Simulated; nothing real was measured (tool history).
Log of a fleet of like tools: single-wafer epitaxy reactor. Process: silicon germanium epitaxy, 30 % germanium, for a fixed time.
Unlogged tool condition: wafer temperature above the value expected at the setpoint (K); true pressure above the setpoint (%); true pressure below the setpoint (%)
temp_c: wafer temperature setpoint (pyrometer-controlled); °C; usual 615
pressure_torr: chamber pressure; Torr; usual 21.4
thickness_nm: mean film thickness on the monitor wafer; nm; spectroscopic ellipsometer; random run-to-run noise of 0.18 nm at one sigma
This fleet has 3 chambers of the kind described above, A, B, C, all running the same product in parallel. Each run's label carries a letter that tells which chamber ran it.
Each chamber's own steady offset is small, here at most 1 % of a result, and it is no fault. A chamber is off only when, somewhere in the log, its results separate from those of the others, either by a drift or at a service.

run	hour	temp_c	pressure_torr	hours since the last pyrometer calibration	hours since the last manometer calibration	read-back reference wafer on the same gauge, thickness_nm	thickness_nm
1B	3.2	615	21.4	688	609.8	65.761	79.521
2C	6.3	615	21.4	745.5	1148.6	65.81	79.102
3A	9.5	615	21.4	1887.7	1254.3	65.819	80.122
4B	12.6	615	21.4	697.4	619.2	65.82	79.817
5A	15.3	609	21.4	1893.5	1260.1	65.767	71.755
6C	18.1	609	21.4	757.3	1160.4	65.812	71.256
7A	20.4	609	21.4	1898.6	1265.2	65.795	71.996
8C	23.2	615	21.4	762.4	1165.5	65.815	78.975
9B	26.2	615	21.4	711	632.8	65.855	79.85
10B	28.5	615	21.4	713.3	635.1	65.774	79.476
# hour 28.9: chamber C: capacitance manometer re-zeroed and calibrated
11A	32.8	615	21.4	1911	1277.6	65.831	80.186
12C	35.7	615	21.4	774.9	6.8	65.788	79.086
13B	38.3	615	21.4	723.1	644.9	65.783	79.529
14C	40.7	615	21.4	779.9	11.8	65.781	78.967
15A	43.8	615	21.4	1922	1288.6	65.836	79.788
16C	47.5	615	21.4	786.7	18.6	65.766	79.295
17B	51.6	615	21.4	736.4	658.2	65.809	79.698
18A	54.3	615	21.4	1932.5	1299.1	65.808	79.791
19C	56.6	615	21.4	795.8	27.7	65.785	79.288
20B	58.5	605	21.4	743.3	665.1	65.821	66.51
21A	61.4	605	21.4	1939.6	1306.2	65.782	66.732
22A	64.8	605	21.4	1943	1309.6	65.798	66.605
23B	67.9	615	21.4	752.7	674.5	65.784	79.646
24C	69.8	615	21.4	809	40.9	65.813	78.655
25B	73.4	615	21.4	758.2	680	65.822	79.689
26A	77.1	615	21.4	1955.3	1321.9	65.785	79.825
27C	79.2	615	21.4	818.4	50.3	65.817	78.83
28A	81.2	615	21.4	1959.4	1326	65.794	80.024
29C	84.1	615	21.4	823.3	55.2	65.784	79.134
30B	87.8	615	21.4	772.6	694.4	65.831	79.571
31B	91.6	615	25.8	776.4	698.2	65.789	85.866
32A	95.8	615	25.8	1974	1340.6	65.776	86.343
33C	98.7	615	25.8	837.9	69.8	65.803	85.394
34A	102	615	21.4	1980.2	1346.8	65.812	79.676
35C	105.4	630	21.4	844.6	76.5	65.826	103
36B	107.3	630	21.4	792.1	713.9	65.76	103.6
37A	111.3	630	21.4	1989.5	1356.1	65.817	104.34
38B	113.7	615	21.4	798.5	720.3	65.784	79.982
39C	116.9	615	21.4	856.1	88	65.813	79.201
40C	119.1	615	21.4	858.3	90.2	65.79	79.033
41A	121	615	21.4	1999.2	1365.8	65.832	79.856
42B	123.4	605	21.4	808.2	730	65.796	66.609
43A	126.7	605	21.4	2004.9	1371.5	65.79	66.592

One chamber off, gauge drift, or nothing amiss beyond the chambers' own small offsets? If it is a chamber, which one, and what is the likeliest cause?

No chamber stands off beyond its own small offset, and the gauge holds steady.
